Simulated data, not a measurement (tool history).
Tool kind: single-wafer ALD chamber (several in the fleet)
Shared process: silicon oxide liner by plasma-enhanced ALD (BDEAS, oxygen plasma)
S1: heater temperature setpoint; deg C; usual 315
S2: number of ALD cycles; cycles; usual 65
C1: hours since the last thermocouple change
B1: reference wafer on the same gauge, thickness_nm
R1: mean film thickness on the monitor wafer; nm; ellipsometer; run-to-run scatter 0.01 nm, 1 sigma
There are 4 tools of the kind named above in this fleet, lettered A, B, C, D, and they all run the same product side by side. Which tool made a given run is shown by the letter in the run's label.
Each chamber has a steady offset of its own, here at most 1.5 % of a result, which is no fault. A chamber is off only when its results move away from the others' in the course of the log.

Run 1B, hour 5.7: usual settings; C1 270.4; B1 5.6094. Result: R1 5.8821 nm.
Run 2A, hour 10.1: usual settings; C1 2361.3; B1 5.6087. Result: R1 5.8617 nm.
Run 3C, hour 13.2: usual settings; C1 893.7; B1 5.6071. Result: R1 5.8484 nm.
Run 4D, hour 18.5: usual settings; C1 465.6; B1 5.6072. Result: R1 5.9149 nm.
Run 5A, hour 21.6: usual settings; C1 2372.8; B1 5.6036. Result: R1 5.8751 nm.
Run 6B, hour 26.8: usual settings; C1 291.5; B1 5.6054. Result: R1 5.9019 nm.
Run 7D, hour 31.8: usual settings but S2 58 cycles; C1 478.9; B1 5.6016. Result: R1 5.2619 nm.
Run 8C, hour 35.4: usual settings but S2 58 cycles; C1 915.9; B1 5.6013. Result: R1 5.2136 nm.
Run 9B, hour 41.0: usual settings but S2 58 cycles; C1 305.7; B1 5.5998. Result: R1 5.2471 nm.
Run 10C, hour 46.5: usual settings but S2 58 cycles; C1 927.0; B1 5.5995. Result: R1 5.2215 nm.
Run 11A, hour 52.1: usual settings; C1 2403.3; B1 5.5993. Result: R1 5.8524 nm.
Run 12D, hour 55.7: usual settings; C1 502.8; B1 5.5972. Result: R1 5.8943 nm.
Run 13D, hour 62.1: usual settings; C1 509.2; B1 5.5945. Result: R1 5.8942 nm.
Run 14A, hour 66.2: usual settings; C1 2417.4; B1 5.5956. Result: R1 5.8422 nm.
Run 15C, hour 72.2: usual settings; C1 952.7; B1 5.5943. Result: R1 5.8421 nm.
Run 16B, hour 78.2: usual settings; C1 342.9; B1 5.5923. Result: R1 5.8618 nm.
Run 17B, hour 82.7: usual settings; C1 347.4; B1 5.5920. Result: R1 5.8721 nm.
Run 18A, hour 88.7: usual settings; C1 2439.9; B1 5.5916. Result: R1 5.8372 nm.
Run 19C, hour 93.9: usual settings; C1 974.4; B1 5.5898. Result: R1 5.8391 nm.
Run 20D, hour 99.9: usual settings; C1 547.0; B1 5.5883. Result: R1 5.8684 nm.
Run 21B, hour 106.0: usual settings; C1 370.7; B1 5.5887. Result: R1 5.8686 nm.
Run 22D, hour 111.2: usual settings; C1 558.3; B1 5.5888. Result: R1 5.8746 nm.
Run 23C, hour 115.0: usual settings but S1 320 deg C, S2 57 cycles; C1 995.5; B1 5.5849. Result: R1 5.0713 nm.
Run 24A, hour 118.9: usual settings but S1 320 deg C, S2 57 cycles; C1 2470.1; B1 5.5851. Result: R1 5.0720 nm.
Run 25A, hour 125.5: usual settings but S1 320 deg C, S2 57 cycles; C1 2476.7; B1 5.5842. Result: R1 5.0799 nm.
Run 26B, hour 132.0: usual settings but S1 320 deg C, S2 57 cycles; C1 396.7; B1 5.5843. Result: R1 5.1147 nm.
Run 27C, hour 137.8: usual settings; C1 1018.3; B1 5.5837. Result: R1 5.8139 nm.
Run 28D, hour 141.0: usual settings; C1 588.1; B1 5.5793. Result: R1 5.8860 nm.
Run 29A, hour 145.6: usual settings; C1 2496.8; B1 5.5773. Result: R1 5.8220 nm.
Run 30C, hour 149.5: usual settings; C1 1030.0; B1 5.5757. Result: R1 5.8092 nm.
Run 31B, hour 156.1: usual settings; C1 420.8; B1 5.5778. Result: R1 5.8446 nm.
Run 32D, hour 162.7: usual settings; C1 609.8; B1 5.5746. Result: R1 5.8573 nm.
Run 33A, hour 168.6: usual settings; C1 2519.8; B1 5.5756. Result: R1 5.8264 nm.
Run 34B, hour 174.2: usual settings; C1 438.9; B1 5.5741. Result: R1 5.8425 nm.
Run 35C, hour 177.2: usual settings; C1 1057.7; B1 5.5705. Result: R1 5.8375 nm.

Each of the 4 chambers runs these same settings next. Fill in every chamber's results:
Run 36A, hour 182.3: usual settings but S2 58 cycles. Result: R1 ?.
Run 36B, hour 182.3: usual settings but S2 58 cycles. Result: R1 ?.
Run 36C, hour 182.3: usual settings but S2 58 cycles. Result: R1 ?.
Run 36D, hour 182.3: usual settings but S2 58 cycles. Result: R1 ?.

run      R1
36A  5.1946
36B  5.2180
36C  5.1854
36D  5.2473
